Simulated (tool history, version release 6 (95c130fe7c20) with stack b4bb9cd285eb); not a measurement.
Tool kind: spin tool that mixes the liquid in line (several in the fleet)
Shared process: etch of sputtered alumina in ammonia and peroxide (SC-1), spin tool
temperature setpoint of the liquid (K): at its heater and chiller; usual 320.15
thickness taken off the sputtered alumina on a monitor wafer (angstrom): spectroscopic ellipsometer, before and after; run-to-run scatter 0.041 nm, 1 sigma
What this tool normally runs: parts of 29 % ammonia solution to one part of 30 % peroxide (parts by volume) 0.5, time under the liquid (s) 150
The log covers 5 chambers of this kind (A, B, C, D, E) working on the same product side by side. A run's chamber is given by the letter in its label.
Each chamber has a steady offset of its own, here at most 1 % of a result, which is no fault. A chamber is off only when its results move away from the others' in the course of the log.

| run | hour | temperature setpoint of the liquid (K) | parts of 29 % ammonia solution to one part of 30 % peroxide (parts by volume) | time under the liquid (s) | read-back film thickness of the sputtered alumina reference wafer, read on the same gauge (nm) | thickness taken off the sputtered alumina on a monitor wafer (angstrom) |
|---|---|---|---|---|---|---|
| 1C | 7.8 | 320.15 | 0.5 | 150 | 99.987 | 58.523 |
| 2E | 16.3 | 320.15 | 0.5 | 150 | 99.978 | 58.88 |
| 3B | 26.3 | 320.15 | 0.5 | 150 | 99.993 | 58.202 |
| 4A | 32.7 | 320.15 | 0.5 | 150 | 99.993 | 57.706 |
| 5D | 40.6 | 320.15 | 0.5 | 150 | 99.993 | 59.249 |
| 6E | 50.4 | 320.15 | 0.5 | 150 | 99.989 | 59.628 |
| 7C | 57.8 | 320.15 | 0.5 | 150 | 99.989 | 58.434 |
| 8D | 67.5 | 320.15 | 0.5 | 150 | 99.992 | 58.76 |
|  | 70.2 | chamber C: heated supply line repaired |
| 9B | 75.3 | 320.15 | 0.5 | 150 | 100.01 | 58.581 |
| 10A | 85.2 | 320.15 | 0.5 | 150 | 99.988 | 57.325 |
| 11E | 91.2 | 320.15 | 0.5 | 150 | 99.995 | 58.544 |
| 12D | 99.2 | 320.15 | 0.75 | 150 | 100 | 60.757 |
| 13C | 105.9 | 320.15 | 0.75 | 150 | 100.01 | 60.717 |
| 14B | 115.8 | 320.15 | 0.75 | 150 | 99.997 | 60.729 |
| 15A | 120.9 | 320.15 | 0.75 | 150 | 100.02 | 60.94 |
| 16E | 129.2 | 320.15 | 0.75 | 150 | 99.996 | 61.296 |
| 17B | 136.8 | 320.15 | 0.5 | 150 | 99.986 | 58.47 |
|  | 142.5 | chamber B: ammonia flow meter replaced |
| 18C | 143.4 | 320.15 | 0.5 | 150 | 99.995 | 58.246 |
| 19A | 148.7 | 320.15 | 0.5 | 150 | 99.988 | 58.151 |
| 20D | 157.2 | 320.15 | 0.5 | 150 | 100 | 58.348 |
| 21E | 166.1 | 320.15 | 0.5 | 150 | 100.01 | 58.57 |
| 22C | 174.8 | 320.15 | 0.5 | 150 | 100.02 | 58.851 |
| 23A | 179.8 | 320.15 | 0.5 | 150 | 100 | 56.982 |
| 24D | 188.4 | 320.15 | 0.5 | 150 | 100.01 | 58.909 |
| 25B | 194.5 | 320.15 | 0.5 | 150 | 100.03 | 57.695 |
| 26C | 202 | 320.15 | 0.5 | 150 | 99.997 | 58.72 |
|  | 208.4 | chamber D: new drum of ammonia solution connected |
|  | 209.8 | chamber E: new drum of ammonia solution connected |
| 27A | 211.3 | 320.15 | 0.5 | 150 | 100.01 | 58.368 |
| 28B | 216.1 | 320.15 | 0.5 | 150 | 99.995 | 58.122 |
| 29D | 221.2 | 320.15 | 0.5 | 150 | 100 | 59.264 |
| 30E | 228.1 | 320.15 | 0.5 | 150 | 100 | 57.798 |
| 31B | 235 | 320.15 | 0.5 | 150 | 100.01 | 56.962 |

Is one chamber off against the others, does the gauge drift, or is nothing wrong? If a chamber is off, say which, and what the likeliest cause is.

The fleet is healthy, with each chamber sitting at its usual small offset and no drift in the gauge.

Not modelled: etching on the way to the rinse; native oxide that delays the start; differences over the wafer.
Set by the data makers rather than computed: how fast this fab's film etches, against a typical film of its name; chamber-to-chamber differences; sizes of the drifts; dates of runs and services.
